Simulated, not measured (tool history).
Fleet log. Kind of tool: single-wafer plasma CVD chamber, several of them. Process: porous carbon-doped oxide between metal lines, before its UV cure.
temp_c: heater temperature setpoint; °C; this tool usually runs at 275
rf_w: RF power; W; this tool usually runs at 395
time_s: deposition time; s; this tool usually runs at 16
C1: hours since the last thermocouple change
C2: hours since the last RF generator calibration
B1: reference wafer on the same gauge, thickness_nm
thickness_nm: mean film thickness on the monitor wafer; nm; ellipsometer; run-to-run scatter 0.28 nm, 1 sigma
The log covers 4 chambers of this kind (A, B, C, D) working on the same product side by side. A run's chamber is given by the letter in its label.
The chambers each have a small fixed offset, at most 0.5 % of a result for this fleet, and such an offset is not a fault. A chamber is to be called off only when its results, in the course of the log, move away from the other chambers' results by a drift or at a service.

{"run": "1A", "day": 0.654, "temp_c": 275, "rf_w": 395, "time_s": 16, "C1": 975.5, "C2": 1536.1, "B1": 72.091, "thickness_nm": 85.925}
{"run": "2B", "day": 1.167, "temp_c": 275, "rf_w": 395, "time_s": 16, "C1": 1278.8, "C2": 129.5, "B1": 71.985, "thickness_nm": 86.387}
{"run": "3C", "day": 1.471, "temp_c": 275, "rf_w": 395, "time_s": 16, "C1": 1079.6, "C2": 788.4, "B1": 72.046, "thickness_nm": 86.253}
{"run": "4D", "day": 1.788, "temp_c": 275, "rf_w": 395, "time_s": 16, "C1": 451.5, "C2": 913.6, "B1": 71.966, "thickness_nm": 87.347}
{"run": "5A", "day": 2.362, "temp_c": 275, "rf_w": 395, "time_s": 16, "C1": 1016.5, "C2": 1577.1, "B1": 71.96, "thickness_nm": 86.217}
{"run": "6B", "day": 2.933, "temp_c": 275, "rf_w": 395, "time_s": 16, "C1": 1321.2, "C2": 171.9, "B1": 71.945, "thickness_nm": 86.3}
{"run": "7C", "day": 3.454, "temp_c": 275, "rf_w": 395, "time_s": 16, "C1": 1127.2, "C2": 836, "B1": 72.045, "thickness_nm": 85.56}
{"run": "8D", "day": 3.867, "temp_c": 275, "rf_w": 395, "time_s": 16, "C1": 501.4, "C2": 963.5, "B1": 72.01, "thickness_nm": 86.607}
{"run": "9C", "day": 4.171, "temp_c": 275, "rf_w": 335, "time_s": 13.5, "C1": 1144.4, "C2": 853.2, "B1": 71.947, "thickness_nm": 63.854}
{"run": "10D", "day": 4.642, "temp_c": 275, "rf_w": 335, "time_s": 13.5, "C1": 520, "C2": 982.1, "B1": 71.91, "thickness_nm": 64.799}
{"run": "11B", "day": 4.967, "temp_c": 275, "rf_w": 335, "time_s": 13.5, "C1": 1370, "C2": 220.7, "B1": 71.978, "thickness_nm": 64.169}
{"run": "12A", "day": 5.504, "temp_c": 275, "rf_w": 335, "time_s": 13.5, "C1": 1091.9, "C2": 1652.5, "B1": 72.03, "thickness_nm": 64.654}
{"run": "13B", "day": 5.921, "temp_c": 282, "rf_w": 395, "time_s": 16, "C1": 1392.9, "C2": 243.6, "B1": 72.002, "thickness_nm": 82.714}
{"run": "14C", "day": 6.358, "temp_c": 282, "rf_w": 395, "time_s": 16, "C1": 1196.9, "C2": 905.7, "B1": 71.981, "thickness_nm": 81.196}
{"run": "15D", "day": 6.671, "temp_c": 282, "rf_w": 395, "time_s": 16, "C1": 568.7, "C2": 1030.8, "B1": 71.973, "thickness_nm": 83.057}
{"run": "16A", "day": 7.071, "temp_c": 282, "rf_w": 395, "time_s": 16, "C1": 1129.5, "C2": 1690.1, "B1": 71.988, "thickness_nm": 83.197}
{"run": "17C", "day": 7.558, "temp_c": 275, "rf_w": 395, "time_s": 16, "C1": 1225.7, "C2": 934.5, "B1": 71.986, "thickness_nm": 85.334}
{"run": "18D", "day": 8.129, "temp_c": 275, "rf_w": 395, "time_s": 16, "C1": 603.7, "C2": 1065.8, "B1": 72.045, "thickness_nm": 86.868}
{"run": "19A", "day": 8.646, "temp_c": 275, "rf_w": 465, "time_s": 16, "C1": 1167.3, "C2": 1727.9, "B1": 71.968, "thickness_nm": 97.764}
{"day": 9.183, "done": "chamber C: RF generator calibrated"}
{"run": "20B", "day": 9.258, "temp_c": 275, "rf_w": 465, "time_s": 16, "C1": 1473, "C2": 323.7, "B1": 71.998, "thickness_nm": 97.828}
{"run": "21C", "day": 9.6, "temp_c": 275, "rf_w": 465, "time_s": 16, "C1": 1274.7, "C2": 10, "B1": 72.004, "thickness_nm": 95.878}
{"run": "22B", "day": 10.146, "temp_c": 275, "rf_w": 465, "time_s": 16, "C1": 1494.3, "C2": 345, "B1": 72.027, "thickness_nm": 98.116}
{"run": "23A", "day": 10.625, "temp_c": 275, "rf_w": 395, "time_s": 16, "C1": 1214.8, "C2": 1775.4, "B1": 72.006, "thickness_nm": 86.422}
{"run": "24D", "day": 11.196, "temp_c": 275, "rf_w": 395, "time_s": 16, "C1": 677.3, "C2": 1139.4, "B1": 72.018, "thickness_nm": 87.276}
{"run": "25D", "day": 11.504, "temp_c": 275, "rf_w": 395, "time_s": 16, "C1": 684.7, "C2": 1146.8, "B1": 71.981, "thickness_nm": 87.468}
{"run": "26A", "day": 11.829, "temp_c": 275, "rf_w": 395, "time_s": 16, "C1": 1243.7, "C2": 1804.3, "B1": 72.019, "thickness_nm": 86.695}
{"run": "27C", "day": 12.446, "temp_c": 270, "rf_w": 395, "time_s": 15, "C1": 1343, "C2": 78.3, "B1": 72.043, "thickness_nm": 81.418}

All chambers now run identical settings, listed one chamber a line with results as question marks. What results will each chamber show?
{"run": "28A", "day": 12.925, "temp_c": 263, "rf_w": 395, "time_s": 16, "thickness_nm": "?"}
{"run": "28B", "day": 12.925, "temp_c": 263, "rf_w": 395, "time_s": 16, "thickness_nm": "?"}
{"run": "28C", "day": 12.925, "temp_c": 263, "rf_w": 395, "time_s": 16, "thickness_nm": "?"}
{"run": "28D", "day": 12.925, "temp_c": 263, "rf_w": 395, "time_s": 16, "thickness_nm": "?"}

run=28A thickness_nm=93.668
run=28B thickness_nm=93.844
run=28C thickness_nm=91.043
run=28D thickness_nm=94.239
